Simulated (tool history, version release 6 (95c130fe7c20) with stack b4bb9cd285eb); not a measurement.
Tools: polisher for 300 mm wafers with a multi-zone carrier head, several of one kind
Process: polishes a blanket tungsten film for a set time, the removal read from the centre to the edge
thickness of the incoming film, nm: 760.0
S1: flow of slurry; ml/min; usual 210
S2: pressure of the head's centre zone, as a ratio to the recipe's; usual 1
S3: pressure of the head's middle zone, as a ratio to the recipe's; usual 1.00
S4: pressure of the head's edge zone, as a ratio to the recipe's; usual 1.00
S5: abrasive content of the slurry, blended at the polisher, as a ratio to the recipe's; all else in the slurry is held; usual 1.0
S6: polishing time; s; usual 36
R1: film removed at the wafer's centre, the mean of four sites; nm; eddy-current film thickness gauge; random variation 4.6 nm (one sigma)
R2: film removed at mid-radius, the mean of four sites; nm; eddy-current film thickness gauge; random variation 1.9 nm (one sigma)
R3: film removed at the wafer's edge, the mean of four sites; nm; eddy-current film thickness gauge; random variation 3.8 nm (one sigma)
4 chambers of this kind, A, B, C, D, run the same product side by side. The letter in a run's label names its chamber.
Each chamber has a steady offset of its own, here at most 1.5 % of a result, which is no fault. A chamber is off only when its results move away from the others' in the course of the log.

run 1D hour=11.6 | S1=210 S2=1 S3=1.00 S4=1.00 S5=1.0 S6=36 | R1=330.87 R2=318.91 R3=311.02
run 2C hour=22.1 | S1=210 S2=1 S3=1.00 S4=1.00 S5=1.0 S6=36 | R1=312.22 R2=309.88 R3=315.88
-- hour=29.2 chamber D: slurry nozzle cleaned
-- hour=32.3 chamber B: worn pad replaced by a new one
run 3B hour=33.1 | S1=210 S2=1 S3=1.00 S4=1.00 S5=1.0 S6=36 | R1=320.60 R2=310.52 R3=314.87
-- hour=39.6 chamber A: worn pad replaced by a new one
run 4A hour=41.6 | S1=210 S2=1 S3=1.00 S4=1.00 S5=1.0 S6=36 | R1=307.59 R2=315.10 R3=310.97
-- hour=54.3 chamber A: slurry nozzle cleaned
-- hour=55.0 chamber D: worn pad replaced by a new one
run 5D hour=56.9 | S1=210 S2=1 S3=1.00 S4=1.00 S5=1.0 S6=36 | R1=313.79 R2=316.56 R3=321.67
run 6B hour=64.9 | S1=210 S2=1 S3=1.00 S4=1.00 S5=1.0 S6=36 | R1=322.45 R2=306.88 R3=313.45
run 7C hour=79.2 | S1=210 S2=1 S3=1.00 S4=1.00 S5=1.0 S6=41 | R1=364.32 R2=355.42 R3=353.43
run 8A hour=93.2 | S1=210 S2=1 S3=1.00 S4=1.00 S5=1.0 S6=41 | R1=349.19 R2=352.75 R3=354.17
run 9C hour=101.6 | S1=210 S2=1 S3=1.00 S4=1.00 S5=1.0 S6=41 | R1=369.55 R2=356.30 R3=356.77
run 10D hour=108.8 | S1=210 S2=1 S3=1.00 S4=1.00 S5=1.0 S6=41 | R1=361.05 R2=358.90 R3=357.85
run 11A hour=122.5 | S1=210 S2=1 S3=1.00 S4=1.00 S5=1.0 S6=36 | R1=312.68 R2=312.38 R3=311.71
-- hour=129.0 chamber D: worn pad replaced by a new one
run 12B hour=131.6 | S1=210 S2=1 S3=1.00 S4=0.91 S5=1.0 S6=36 | R1=312.52 R2=310.33 R3=299.33
run 13A hour=141.8 | S1=210 S2=1 S3=1.00 S4=0.91 S5=1.0 S6=36 | R1=312.09 R2=311.50 R3=297.76
run 14B hour=148.7 | S1=210 S2=1 S3=1.00 S4=0.91 S5=1.0 S6=36 | R1=316.92 R2=309.08 R3=295.69
run 15C hour=162.9 | S1=210 S2=1 S3=1.00 S4=0.91 S5=1.0 S6=36 | R1=308.27 R2=302.98 R3=296.65
run 16D hour=169.7 | S1=210 S2=1 S3=1.00 S4=1.00 S5=1.0 S6=36 | R1=314.77 R2=316.78 R3=308.56
run 17C hour=179.2 | S1=210 S2=1 S3=1.00 S4=1.00 S5=1.0 S6=36 | R1=306.99 R2=297.41 R3=303.33
-- hour=180.3 chamber A: worn pad replaced by a new one
run 18D hour=191.4 | S1=210 S2=1 S3=1.00 S4=1.00 S5=1.0 S6=36 | R1=306.98 R2=317.48 R3=315.61
run 19B hour=204.7 | S1=210 S2=1 S3=1.00 S4=1.00 S5=1.0 S6=36 | R1=321.54 R2=310.98 R3=319.16
run 20A hour=220.1 | S1=210 S2=1 S3=1.00 S4=1.00 S5=1.0 S6=36 | R1=316.25 R2=313.99 R3=316.52
-- hour=224.2 chamber B: edge zone pressure recalibrated
-- hour=226.8 chamber D: worn pad replaced by a new one
run 21B hour=228.5 | S1=210 S2=1 S3=0.91 S4=1.00 S5=1.0 S6=36 | R1=311.38 R2=285.20 R3=305.47
run 22A hour=240.8 | S1=210 S2=1 S3=0.91 S4=1.00 S5=1.0 S6=36 | R1=308.33 R2=286.77 R3=314.63
run 23C hour=248.4 | S1=210 S2=1 S3=0.91 S4=1.00 S5=1.0 S6=36 | R1=292.46 R2=261.26 R3=286.50
run 24D hour=258.2 | S1=210 S2=1 S3=0.91 S4=1.00 S5=1.0 S6=36 | R1=310.41 R2=290.02 R3=313.19
-- hour=266.2 chamber D: slurry nozzle cleaned
run 25A hour=268.5 | S1=210 S2=1 S3=1.00 S4=1.00 S5=1.0 S6=36 | R1=312.68 R2=311.71 R3=317.49
run 26C hour=276.8 | S1=210 S2=1 S3=1.00 S4=1.00 S5=1.0 S6=36 | R1=279.96 R2=277.81 R3=279.69
run 27D hour=289.5 | S1=210 S2=1 S3=1.00 S4=1.00 S5=1.0 S6=36 | R1=315.02 R2=310.80 R3=320.22

Is one chamber off against the others, does the gauge drift, or is nothing wrong? If a chamber is off, say which, and what the likeliest cause is.

Chamber C drifts away from the others.
Cause: removal rate lost through wear of the pad, % = 12.1.

Here are 4 candidates for chamber C's next run, each the usual settings with a change, their results left as question marks. Which one brings its results back in line with what the others give on the usual settings?
In line means no further than this from the other chambers' mean on the usual settings: R1 16.00 nm; R2 6.70 nm; R3 13.00 nm
run 28C-1 hour=300.8 | S1=205 S2=1.01 S3=0.99 S4=1.00 S5=1.0 S6=32 | R1=? R2=? R3=?
run 28C-2 hour=300.8 | S1=210 S2=1.00 S3=0.99 S4=1.00 S5=1.0 S6=35 | R1=? R2=? R3=?
run 28C-3 hour=300.8 | S1=215 S2=0.99 S3=1.01 S4=1.00 S5=1.0 S6=41 | R1=? R2=? R3=?
run 28C-4 hour=300.8 | S1=210 S2=1.00 S3=1.01 S4=1.00 S5=1.0 S6=37 | R1=? R2=? R3=?

The other chambers' mean on the usual settings: R1 314.21 nm; R2 313.00 nm; R3 313.61 nm
run=28C-1 R1=247.59 R2=240.17 R3=245.59
run=28C-2 R1=268.92 R2=263.60 R3=269.29
run=28C-3 R1=312.78 R2=315.50 R3=316.13
run=28C-4 R1=284.33 R2=283.79 R3=284.60
28C-3 brings the chamber back in line.
